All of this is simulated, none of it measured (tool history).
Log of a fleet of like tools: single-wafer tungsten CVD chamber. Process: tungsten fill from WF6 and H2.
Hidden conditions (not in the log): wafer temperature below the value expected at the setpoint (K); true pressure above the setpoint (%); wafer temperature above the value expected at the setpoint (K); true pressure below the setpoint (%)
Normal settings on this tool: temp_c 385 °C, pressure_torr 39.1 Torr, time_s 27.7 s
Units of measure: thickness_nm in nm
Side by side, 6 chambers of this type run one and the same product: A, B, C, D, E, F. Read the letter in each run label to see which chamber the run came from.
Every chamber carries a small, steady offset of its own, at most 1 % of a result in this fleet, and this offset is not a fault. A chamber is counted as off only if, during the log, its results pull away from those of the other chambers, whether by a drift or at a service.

run	hour	temp_c	pressure_torr	time_s	hours since the last thermocouple change	hours since the last manometer calibration	read-back reference wafer on the same gauge, thickness_nm	thickness_nm
1C	3.5	385	39.1	27.7	1829.2	894.4	66.618	67.899
2F	6.9	385	39.1	27.7	835.9	564.9	66.644	68.875
3B	8.9	385	39.1	27.7	1701.2	2641.0	66.631	68.614
4E	12.3	385	39.1	27.7	140.4	12.8	66.610	68.722
5D	16.4	385	39.1	27.7	1375.1	1038.7	66.663	68.526
6A	19.0	385	39.1	27.7	1902.4	794.6	66.661	68.711
7E	21.7	385	39.1	27.7	149.8	22.2	66.675	68.752
8A	25.0	385	39.1	27.7	1908.4	800.6	66.670	68.919
9B	28.6	385	39.1	27.7	1720.9	2660.7	66.711	68.868
10F	33.2	385	39.1	27.7	862.2	591.2	66.700	69.042
11C	35.2	385	39.1	27.7	1860.9	926.1	66.737	68.044
12D	40.0	374	39.1	27.7	1398.7	1062.3	66.752	54.616
13D	44.4	374	39.1	27.7	1403.1	1066.7	66.784	54.540
14C	48.3	374	39.1	27.7	1874.0	939.2	66.809	54.425
15B	51.4	374	39.1	27.7	1743.7	2683.5	66.755	54.692
16F	53.9	374	39.1	27.7	882.9	611.9	66.789	55.218
17E	56.3	374	39.1	27.7	184.4	56.8	66.810	55.056
18A	60.9	385	39.1	27.7	1944.3	836.5	66.825	68.974
19B	63.3	385	39.1	27.7	1755.6	2695.4	66.813	68.780
20F	66.8	385	39.1	27.7	895.8	624.8	66.846	69.041
21D	71.5	385	39.1	27.7	1430.2	1093.8	66.858	68.681
22E	73.6	385	39.1	27.7	201.7	74.1	66.869	69.136
23A	76.5	385	39.1	27.7	1959.9	852.1	66.875	68.986
24C	78.9	385	39.1	27.7	1904.6	969.8	66.877	68.313
25D	81.8	385	39.1	27.7	1440.5	1104.1	66.906	68.535
26F	85.0	385	39.1	27.7	914.0	643.0	66.893	69.083
27E	87.7	385	39.1	27.7	215.8	88.2	66.894	69.095
28B	90.0	374	34.5	27.7	1782.3	2722.1	66.946	51.858
29C	93.0	374	34.5	27.7	1918.7	983.9	66.915	51.547
30A	96.7	374	34.5	27.7	1980.1	872.3	66.966	52.124
31E	100.0	374	34.5	27.7	228.1	100.5	66.940	52.105
32A	104.4	374	34.5	27.7	1987.8	880.0	66.949	52.183
33F	107.7	374	34.5	27.7	936.7	665.7	66.960	52.011
34B	110.4	385	39.1	27.7	1802.7	2742.5	67.002	69.105
35D	115.0	385	39.1	27.7	1473.7	1137.3	67.035	68.948
36C	117.5	385	39.1	27.7	1943.2	1008.4	66.984	68.477
37A	121.5	385	39.1	27.7	2004.9	897.1	67.008	68.936
38F	124.8	385	39.1	27.7	953.8	682.8	67.041	69.192

Which is it: a chamber that has drifted or been left off by a service, a gauge drift common to all chambers, or only each chamber's usual small offset? If a chamber is off, name it and its likeliest cause.

The gauge drifts, so all chambers seem to drift together. No chamber is off.
Likeliest cause: gauge reads high (%) = 0.679.
